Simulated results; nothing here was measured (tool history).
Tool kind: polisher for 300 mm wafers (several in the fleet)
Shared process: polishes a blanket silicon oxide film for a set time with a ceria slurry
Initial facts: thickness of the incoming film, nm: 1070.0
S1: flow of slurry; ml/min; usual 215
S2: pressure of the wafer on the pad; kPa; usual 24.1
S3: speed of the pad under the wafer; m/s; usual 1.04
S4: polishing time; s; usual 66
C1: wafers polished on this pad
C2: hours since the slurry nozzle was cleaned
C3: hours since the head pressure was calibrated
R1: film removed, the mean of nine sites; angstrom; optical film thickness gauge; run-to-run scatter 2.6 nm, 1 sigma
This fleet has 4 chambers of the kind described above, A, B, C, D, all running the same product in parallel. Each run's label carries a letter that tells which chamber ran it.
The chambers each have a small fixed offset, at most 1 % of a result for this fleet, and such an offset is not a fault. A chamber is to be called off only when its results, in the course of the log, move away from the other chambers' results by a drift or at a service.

Run 1D, hour 14.8: usual settings; C1 386; C2 455.9; C3 574. Result: R1 3853.3 angstrom.
Run 2B, hour 22.9: usual settings; C1 399; C2 104.2; C3 505.8. Result: R1 3835.4 angstrom.
Run 3C, hour 30.7: usual settings; C1 674; C2 266.7; C3 130.5. Result: R1 3860.7 angstrom.
Run 4A, hour 43.1: usual settings; C1 438; C2 61.5; C3 291.1. Result: R1 3820.1 angstrom.
Run 5B, hour 49.9: usual settings; C1 593; C2 131.2; C3 532.8. Result: R1 3885.3 angstrom.
Run 6C, hour 56.4: usual settings; C1 860; C2 292.4; C3 156.2. Result: R1 3860.2 angstrom.
Run 7D, hour 67.3: usual settings; C1 765; C2 508.4; C3 626.5. Result: R1 3776.7 angstrom.
Run 8A, hour 82.1: usual settings; C1 720; C2 100.5; C3 330.1. Result: R1 3840.8 angstrom.
At hour 84.5: chamber A: worn pad replaced by a new one.
At hour 85.9: chamber D: worn pad replaced by a new one.
Run 9A, hour 96.7: usual settings; C1 88; C2 115.1; C3 344.7. Result: R1 3824 angstrom.
At hour 97.7: chamber B: worn pad replaced by a new one.
Run 10C, hour 105.5: usual settings; C1 1214; C2 341.5; C3 205.3. Result: R1 3902.8 angstrom.
Run 11B, hour 117: usual settings; C1 139; C2 198.3; C3 599.9. Result: R1 3808.6 angstrom.
Run 12D, hour 125.7: usual settings; C1 287; C2 566.8; C3 684.9. Result: R1 3817.1 angstrom.
At hour 127.7: chamber D: slurry nozzle cleaned.
Run 13A, hour 136.2: usual settings; C1 373; C2 154.6; C3 384.2. Result: R1 3803.2 angstrom.
At hour 145.4: chamber C: worn pad replaced by a new one.
Run 14B, hour 149.6: usual settings; C1 374; C2 230.9; C3 632.5. Result: R1 3794.1 angstrom.
Run 15D, hour 164.1: usual settings; C1 564; C2 36.5; C3 723.3. Result: R1 3808.4 angstrom.
At hour 174: chamber A: worn pad replaced by a new one.
Run 16C, hour 174.6: usual settings; C1 210; C2 410.6; C3 274.4. Result: R1 3766 angstrom.
Run 17A, hour 181.5: usual settings; C1 54; C2 199.9; C3 429.5. Result: R1 3853.9 angstrom.
Run 18D, hour 190.2: usual settings but S3 0.72 m/s, S4 52 s; C1 752; C2 62.6; C3 749.4. Result: R1 2067.1 angstrom.
At hour 202.3: chamber D: worn pad replaced by a new one.
Run 19B, hour 203: usual settings but S3 0.72 m/s, S4 52 s; C1 759; C2 284.3; C3 685.9. Result: R1 2077.5 angstrom.
Run 20C, hour 213.9: usual settings but S3 0.72 m/s, S4 52 s; C1 493; C2 449.9; C3 313.7. Result: R1 2087.9 angstrom.
At hour 214.7: chamber B: worn pad replaced by a new one.
Run 21B, hour 228.4: usual settings but S3 0.72 m/s, S4 52 s; C1 99; C2 309.7; C3 711.3. Result: R1 2087.6 angstrom.
Run 22D, hour 242: usual settings; C1 286; C2 114.4; C3 801.2. Result: R1 3803 angstrom.
Run 23A, hour 250.1: usual settings; C1 548; C2 268.5; C3 498.1. Result: R1 3839.1 angstrom.
Run 24C, hour 263.2: usual settings but S2 31 kPa, S4 74 s; C1 849; C2 499.2; C3 363. Result: R1 5284 angstrom.
Run 25B, hour 273.7: usual settings but S2 31 kPa, S4 74 s; C1 425; C2 355; C3 756.6. Result: R1 5538.8 angstrom.
At hour 276.7: chamber A: worn pad replaced by a new one.
Run 26A, hour 281.7: usual settings but S2 31 kPa, S4 74 s; C1 36; C2 300.1; C3 529.7. Result: R1 5481.4 angstrom.

Has any chamber moved away from the others, gradually or after a service, or does the common gauge drift, or do the chambers differ only by their own small steady offsets? State the chamber and the most likely cause if one applies.

Little by little, chamber C moves away from the other chambers.
What lies behind it: slurry flow missing at the pad, % = 35.7.
With only this log, it may be confused with: head's pressure below its setpoint, %.

Here are 4 candidates for chamber C's next run, each the usual settings with a change, their results left as question marks. Which one brings its results back in line with what the others give on the usual settings?
A result is in line if it is within this distance of the other chambers' mean on the usual settings: R1 90 angstrom
Run 27C-1, hour 292.5: usual settings but S1 195 ml/min. Result: R1 ?.
Run 27C-2, hour 292.5: usual settings but S2 24.8 kPa, S3 1.06 m/s, S4 67 s. Result: R1 ?.
Run 27C-3, hour 292.5: usual settings but S4 67 s. Result: R1 ?.
Run 27C-4, hour 292.5: usual settings but S3 0.98 m/s. Result: R1 ?.

The mean the other chambers reach with the usual settings: R1 3828.5 angstrom
  run      R1
27C-1  3532.3
27C-2  3831.9
27C-3  3654.8
27C-4  3394.6
With 27C-2, the chamber falls back in line with the rest.
